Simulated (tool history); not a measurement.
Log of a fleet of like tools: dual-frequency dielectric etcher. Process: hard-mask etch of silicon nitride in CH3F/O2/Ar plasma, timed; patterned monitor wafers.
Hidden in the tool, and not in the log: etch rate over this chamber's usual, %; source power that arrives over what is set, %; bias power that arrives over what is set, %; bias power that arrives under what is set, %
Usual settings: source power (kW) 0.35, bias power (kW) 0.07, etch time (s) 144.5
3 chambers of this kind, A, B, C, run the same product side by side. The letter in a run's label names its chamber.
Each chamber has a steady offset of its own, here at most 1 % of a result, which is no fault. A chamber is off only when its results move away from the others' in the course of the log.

run	hour	source power (kW)	bias power (kW)	etch time (s)	hours since the last wet clean	hours since the last source power generator calibration	hours since the last bias power generator calibration	read-back reference wafer on the same gauge, depth_nm	mean etch depth across the wafer (Å)
1A	10.8	0.35	0.07	144.5	72.2	3021	1827.5	87.286	944.58
2C	21.3	0.35	0.07	144.5	157.7	890.4	1791.5	87.253	950.98
3B	26.9	0.35	0.07	144.5	68.4	3728.2	4698.5	87.265	946.76
4B	33.8	0.35	0.07	144.5	75.3	3735.1	4705.4	87.228	948.29
5A	43.2	0.35	0.07	144.5	104.6	3053.4	1859.9	87.233	945.88
6C	53.9	0.35	0.07	144.5	190.3	923	1824.1	87.21	952.08
7A	60.9	0.31	0.079	144.5	122.3	3071.1	1877.6	87.182	935.97
8B	71.4	0.31	0.079	144.5	112.9	3772.7	4743	87.186	945.1
9C	81.1	0.31	0.079	144.5	217.5	950.2	1851.3	87.156	947.41
10A	92.7	0.35	0.07	144.5	154.1	3102.9	1909.4	87.138	942.17
11B	100.5	0.35	0.07	144.5	142	3801.8	4772.1	87.117	947.56
12C	108.8	0.35	0.07	144.5	245.2	977.9	1879	87.09	949.4
13B	121.1	0.35	0.07	144.5	162.6	3822.4	4792.7	87.07	945.93
14A	126.8	0.35	0.07	144.5	188.2	3137	1943.5	87.077	941.85
15C	138.1	0.3	0.084	144.5	274.5	1007.2	1908.3	87.067	954.71
16B	147.5	0.3	0.084	144.5	189	3848.8	4819.1	87.021	948.52
17A	160.4	0.3	0.084	144.5	221.8	3170.6	1977.1	87.02	945.68
18C	169.7	0.35	0.07	144.5	306.1	1038.8	1939.9	87.036	948.7
# hour 174.8: chamber B: bias power generator calibrated
19B	178.8	0.35	0.07	144.5	220.3	3880.1	4	86.989	943.53
20C	184.5	0.35	0.07	144.5	320.9	1053.6	1954.7	86.944	947.47
21A	194.3	0.35	0.07	144.5	255.7	3204.5	2011	86.976	938.03
22C	206.9	0.35	0.07	144.5	343.3	1076	1977.1	86.907	947.5
23A	216.6	0.27	0.082	144.5	278	3226.8	2033.3	86.937	900.58
24B	228.1	0.27	0.082	144.5	269.6	3929.4	53.3	86.881	907.65
25C	237.6	0.27	0.082	144.5	374	1106.7	2007.8	86.894	909.17
26A	247.4	0.35	0.07	144.5	308.8	3257.6	2064.1	86.896	939.81
27B	257.5	0.35	0.07	144.5	299	3958.8	82.7	86.805	941.91
28A	269.1	0.35	0.07	144.5	330.5	3279.3	2085.8	86.816	938.21
# hour 270.8: chamber C: wet clean of the chamber
29C	278.4	0.35	0.07	144.5	7.6	1147.5	2048.6	86.792	946.61

Next, every chamber runs the same settings. What will each give?
30A	287.7	0.35	0.07	107.5					?
30B	287.7	0.35	0.07	107.5					?
30C	287.7	0.35	0.07	107.5					?

run	mean etch depth across the wafer (Å)
30A	698.57
30B	701.59
30C	703.29
